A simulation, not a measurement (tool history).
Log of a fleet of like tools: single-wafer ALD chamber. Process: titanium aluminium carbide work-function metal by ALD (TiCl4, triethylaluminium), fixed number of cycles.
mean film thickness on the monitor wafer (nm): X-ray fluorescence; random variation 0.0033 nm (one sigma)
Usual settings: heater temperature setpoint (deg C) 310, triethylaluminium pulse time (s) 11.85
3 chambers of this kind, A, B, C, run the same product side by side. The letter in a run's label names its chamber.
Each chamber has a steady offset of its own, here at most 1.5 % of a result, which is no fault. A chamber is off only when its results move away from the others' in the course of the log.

| run | hour | heater temperature setpoint (deg C) | triethylaluminium pulse time (s) | read-back reference wafer on the same gauge, thickness_nm | mean film thickness on the monitor wafer (nm) |
|---|---|---|---|---|---|
| 1A | 6.3 | 310 | 11.85 | 1.7906 | 2.1318 |
| 2B | 12.6 | 310 | 11.85 | 1.7908 | 2.0985 |
| 3C | 17.2 | 310 | 11.85 | 1.7915 | 2.1237 |
| 4A | 24.2 | 310 | 11.85 | 1.7910 | 2.1260 |
| 5C | 29.2 | 310 | 11.85 | 1.7919 | 2.1279 |
| 6B | 33.9 | 310 | 11.85 | 1.7924 | 2.1027 |
| 7A | 41.2 | 310 | 11.85 | 1.7927 | 2.1247 |
|  | 44.3 | chamber C: thermocouple changed; heater temperature recalibrated |
| 8B | 46.8 | 310 | 11.85 | 1.7929 | 2.1010 |
| 9C | 52.7 | 300 | 11.85 | 1.7927 | 2.0441 |
| 10A | 59.0 | 300 | 11.85 | 1.7933 | 2.0343 |
| 11B | 62.6 | 300 | 11.85 | 1.7932 | 2.0156 |
| 12C | 66.1 | 310 | 11.85 | 1.7934 | 2.1269 |
| 13C | 69.8 | 310 | 11.85 | 1.7940 | 2.1285 |
| 14A | 76.7 | 310 | 11.85 | 1.7935 | 2.1334 |
| 15B | 80.1 | 310 | 11.85 | 1.7946 | 2.1063 |
| 16B | 86.6 | 310 | 11.85 | 1.7945 | 2.1056 |
| 17A | 94.0 | 310 | 11.85 | 1.7958 | 2.1330 |
| 18C | 100.1 | 310 | 11.85 | 1.7950 | 2.1367 |
| 19A | 107.5 | 310 | 11.85 | 1.7956 | 2.1345 |
| 20C | 114.1 | 310 | 11.85 | 1.7964 | 2.1294 |
| 21B | 119.0 | 310 | 11.85 | 1.7962 | 2.1021 |
| 22A | 123.2 | 310 | 11.85 | 1.7961 | 2.1365 |
| 23B | 127.7 | 310 | 11.85 | 1.7969 | 2.1016 |
| 24C | 133.0 | 310 | 11.85 | 1.7972 | 2.1384 |
| 25B | 137.9 | 310 | 15.34 | 1.7977 | 2.1346 |
| 26C | 142.1 | 310 | 15.34 | 1.7986 | 2.1609 |
| 27A | 148.6 | 310 | 15.34 | 1.7983 | 2.1553 |
| 28C | 152.5 | 310 | 11.85 | 1.7986 | 2.1373 |
| 29A | 159.8 | 310 | 11.85 | 1.7988 | 2.1337 |
| 30B | 167.0 | 310 | 11.85 | 1.7995 | 2.1085 |
| 31A | 173.3 | 310 | 11.85 | 1.7995 | 2.1377 |
| 32C | 176.7 | 310 | 11.85 | 1.7995 | 2.1334 |
| 33B | 183.0 | 310 | 11.85 | 1.7999 | 2.1090 |
| 34B | 189.1 | 321 | 7.27 | 1.8003 | 2.0690 |
| 35C | 196.4 | 321 | 7.27 | 1.8011 | 2.0932 |
| 36A | 201.7 | 321 | 7.27 | 1.8015 | 2.0873 |
| 37A | 206.3 | 310 | 11.85 | 1.8016 | 2.1364 |

Next, every chamber runs the same settings. What will each give?
| 38A | 211.7 | 310 | 11.85 |  | ? |
| 38B | 211.7 | 310 | 11.85 |  | ? |
| 38C | 211.7 | 310 | 11.85 |  | ? |

| run | mean film thickness on the monitor wafer (nm) |
|---|---|
| 38A | 2.1375 |
| 38B | 2.1152 |
| 38C | 2.1447 |
